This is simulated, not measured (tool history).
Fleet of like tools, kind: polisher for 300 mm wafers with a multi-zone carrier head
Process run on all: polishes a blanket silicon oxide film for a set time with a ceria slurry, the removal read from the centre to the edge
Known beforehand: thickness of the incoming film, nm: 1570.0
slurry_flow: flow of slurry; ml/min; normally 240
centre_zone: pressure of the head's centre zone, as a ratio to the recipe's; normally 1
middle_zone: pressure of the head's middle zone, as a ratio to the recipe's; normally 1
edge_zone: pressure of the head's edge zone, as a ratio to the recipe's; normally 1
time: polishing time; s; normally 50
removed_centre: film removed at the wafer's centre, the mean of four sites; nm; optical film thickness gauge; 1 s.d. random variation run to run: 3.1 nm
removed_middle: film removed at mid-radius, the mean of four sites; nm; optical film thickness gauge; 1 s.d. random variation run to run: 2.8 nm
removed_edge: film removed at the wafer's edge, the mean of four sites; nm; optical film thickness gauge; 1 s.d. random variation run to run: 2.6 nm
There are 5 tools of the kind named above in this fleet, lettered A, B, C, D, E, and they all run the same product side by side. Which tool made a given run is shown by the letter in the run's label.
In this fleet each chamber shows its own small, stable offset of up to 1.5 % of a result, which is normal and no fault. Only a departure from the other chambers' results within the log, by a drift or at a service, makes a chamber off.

run     day  slurry_flow  centre_zone  middle_zone  edge_zone  time  removed_centre  removed_middle  removed_edge
      0.108  -- chamber D: worn pad replaced by a new one
 1C   0.233          240            1            1          1    50          248.71          243.14        247.19
 2A   0.421          240            1            1          1    50          249.05           247.2        245.44
 3D   0.821          240            1            1          1    50          238.23          249.07        246.58
      0.892  -- chamber C: worn pad replaced by a new one
      0.942  -- chamber D: centre zone pressure recalibrated
 4B     1.1          240            1            1          1    50          254.86          251.29        244.62
      1.275  -- chamber B: slurry nozzle cleaned
 5E   1.425          240            1            1          1    50          250.76          247.53        247.64
      1.517  -- chamber B: worn pad replaced by a new one
 6E   1.738          240            1            1          1    50          248.83          239.23        247.51
      1.967  -- chamber A: slurry nozzle cleaned
 7C   2.067          240            1          0.9          1    50           242.6          227.29        250.13
      2.217  -- chamber E: worn pad replaced by a new one
 8D   2.258          240            1          0.9          1    50          251.84          221.01        247.36
 9A   2.517          240            1          0.9          1    50          246.19           221.4         244.1
      2.529  -- chamber D: worn pad replaced by a new one
10B   2.779          240            1          0.9          1    50          253.12          219.32        247.52
      2.954  -- chamber A: worn pad replaced by a new one
11B   3.054          240            1          0.9          1    50           252.4          221.96        247.12
12C    3.35          320            1            1       1.09    50          252.65          253.89        265.99
      3.654  -- chamber C: worn pad replaced by a new one
13A   3.738          320            1            1       1.09    50          250.96          251.76        260.92
14E   4.062          320            1            1       1.09    50          259.65          257.83        262.98
15D   4.396          320            1            1       1.09    50          257.55          254.55         263.1
      4.692  -- chamber C: centre zone pressure recalibrated
16A   4.704          320            1            1       1.09    50          251.53          250.74         265.8
      4.875  -- chamber D: worn pad replaced by a new one
      4.921  -- chamber D: slurry nozzle cleaned
17C   4.946          240            1            1          1    50          221.92          244.93        249.42
      5.171  -- chamber E: worn pad replaced by a new one
18D   5.246          240            1            1          1    50          241.32          248.83        242.01
19E   5.567          240         0.92            1          1    50          230.66          248.79        245.71
      5.742  -- chamber B: worn pad replaced by a new one
      5.812  -- chamber E: slurry nozzle cleaned
20B   5.817          240         0.92            1          1    50             225          246.18        244.52
      5.892  -- chamber C: worn pad replaced by a new one
      5.992  -- chamber A: worn pad replaced by a new one
21B     6.1          240         0.92            1          1    50          225.34          244.15        250.22
22A   6.388          240         0.92            1          1    50          223.91          248.65        244.99
23D   6.662          240         0.92            1          1    50          227.29          246.87         244.8
24C   6.883          310            1            1          1    40          185.76          202.75        201.87
25E   7.108          310            1            1          1    40          205.52          200.57        197.54
      7.392  -- chamber D: worn pad replaced by a new one
26D    7.45          310            1            1          1    40          206.38          203.63         199.5
      7.542  -- chamber E: worn pad replaced by a new one
27C   7.729          310            1            1          1    40          183.84          204.07        204.98
28B   8.021          310            1            1          1    40          204.63          203.92        200.44
29E   8.392          240            1            1          1    50          249.41          242.77        245.22
      8.617  -- chamber B: centre zone pressure recalibrated
      8.642  -- chamber C: worn pad replaced by a new one
30A   8.804          240            1            1          1    50          250.03          244.78        244.76
31E   9.017          240            1            1          1    50          249.83          243.74        250.19
32D   9.258          240            1            1          1    50          239.48          250.93        249.15
      9.525  -- chamber A: worn pad replaced by a new one
33C   9.633          240         0.91            1       0.96    50          203.34          248.03        238.54
34A   9.912          240         0.91            1       0.96    50          224.24          246.43        238.91
     10.058  -- chamber B: worn pad replaced by a new one
35B  10.129          240         0.91            1       0.96    50          225.77          242.63        241.38
     10.304  -- chamber D: worn pad replaced by a new one
     10.312  -- chamber E: worn pad replaced by a new one
36B  10.533          240         0.91            1       0.96    50          224.33          245.28        237.51
     10.617  -- chamber C: slurry nozzle cleaned
37A  10.842          240         0.91            1       0.96    50          221.27          247.31        238.42
     11.033  -- chamber C: worn pad replaced by a new one
38E  11.112          240            1            1          1    50          250.36          246.32        248.97
     11.446  -- chamber C: edge zone pressure recalibrated
39C  11.483          240         0.92            1       1.04    50          205.41          241.91        254.37
40D  11.796          240         0.92            1       1.04    50          223.73          250.73        249.15
41A  12.212          240         0.92            1       1.04    50          227.77           242.7         253.2
42D  12.438          240         0.92            1       1.04    50          230.64          248.22        249.18
43C  12.708          240         0.92            1       1.04    50          209.21          246.81        257.71

Next, all 5 chambers run the settings below, one line each with question marks for the results. What does each chamber give?
44A  13.012          170            1            1          1    50               ?               ?             ?
44B  13.012          170            1            1          1    50               ?               ?             ?
44C  13.012          170            1            1          1    50               ?               ?             ?
44D  13.012          170            1            1          1    50               ?               ?             ?
44E  13.012          170            1            1          1    50               ?               ?             ?

run  removed_centre  removed_middle  removed_edge
44A          235.61          233.17        231.55
44B          239.52          238.19        235.91
44C          212.96          235.09        240.14
44D          235.55          231.06        238.04
44E          231.45          238.85        240.25
